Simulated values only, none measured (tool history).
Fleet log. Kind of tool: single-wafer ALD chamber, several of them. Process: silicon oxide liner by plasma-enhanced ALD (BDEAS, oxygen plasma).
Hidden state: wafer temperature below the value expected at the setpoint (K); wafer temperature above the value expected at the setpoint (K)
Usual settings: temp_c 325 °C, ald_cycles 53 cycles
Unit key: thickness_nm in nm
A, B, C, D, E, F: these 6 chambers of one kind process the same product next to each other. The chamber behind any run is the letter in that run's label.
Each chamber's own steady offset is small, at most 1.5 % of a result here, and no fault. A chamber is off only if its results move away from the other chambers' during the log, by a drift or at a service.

run	hour	temp_c	ald_cycles	hours since the last thermocouple change	read-back reference wafer on the same gauge, thickness_nm	thickness_nm
1E	12.2	325	53	873.2	3.9598	4.8151
2C	24.4	325	53	886.1	3.9565	4.7163
3F	37.6	325	53	308.5	3.9565	4.7859
4A	45.3	325	53	1204.7	3.9590	4.7246
5D	58.1	325	53	235.8	3.9591	4.7475
6B	68.7	325	53	1911.8	3.9579	4.8258
7A	81.4	325	53	1240.8	3.9609	4.7580
8C	88.7	325	53	950.4	3.9611	4.7545
9B	100.0	325	53	1943.1	3.9623	4.8221
10E	109.8	325	53	970.8	3.9649	4.7926
11F	116.1	325	53	387.0	3.9649	4.8441
12D	128.5	340	57	306.2	3.9622	4.9822
13E	135.5	340	57	996.5	3.9600	5.0832
# hour 146.1: chamber B: thermocouple changed; heater temperature recalibrated
14C	147.3	340	57	1009.0	3.9588	4.9980
15B	153.4	340	57	7.4	3.9613	5.0740
16A	162.0	340	57	1321.4	3.9597	4.9964
17F	168.3	340	57	439.2	3.9560	5.0688
18D	180.1	325	53	357.8	3.9600	4.7206
19B	190.2	325	53	44.2	3.9603	4.7749
20A	200.9	325	53	1360.3	3.9602	4.7147
21D	208.3	325	53	386.0	3.9595	4.7478
22F	216.9	325	53	487.8	3.9626	4.8080
# hour 220.3: chamber A: thermocouple changed; heater temperature recalibrated
23E	225.4	325	53	1086.4	3.9574	4.8050
24C	233.0	325	53	1094.7	3.9596	4.8057
25E	245.5	325	53	1106.5	3.9583	4.8170
26B	254.7	325	53	108.7	3.9648	4.7980
27F	264.5	325	53	535.4	3.9544	4.7716
# hour 266.4: chamber C: thermocouple changed; heater temperature recalibrated
28C	272.9	325	53	6.6	3.9600	4.8021
29D	281.1	325	53	458.8	3.9584	4.7282
30A	293.6	325	53	73.3	3.9579	4.7017
31F	303.7	325	44	574.6	3.9605	3.9683
32A	311.0	325	44	90.7	3.9608	3.9723
33D	318.0	325	44	495.7	3.9600	3.9426
34C	324.8	325	44	58.5	3.9621	3.9594
35B	337.2	325	44	191.2	3.9623	3.9845
36E	344.3	325	44	1205.3	3.9614	3.9595
37B	357.1	325	53	211.1	3.9606	4.8242
38D	364.6	325	53	542.3	3.9545	4.7417

Each of the 6 chambers runs these same settings next. Fill in every chamber's results:
39A	374.1	337	53			?
39B	374.1	337	53			?
39C	374.1	337	53			?
39D	374.1	337	53			?
39E	374.1	337	53			?
39F	374.1	337	53			?

run	thickness_nm
39A	4.6338
39B	4.7046
39C	4.6946
39D	4.6443
39E	4.6809
39F	4.7241
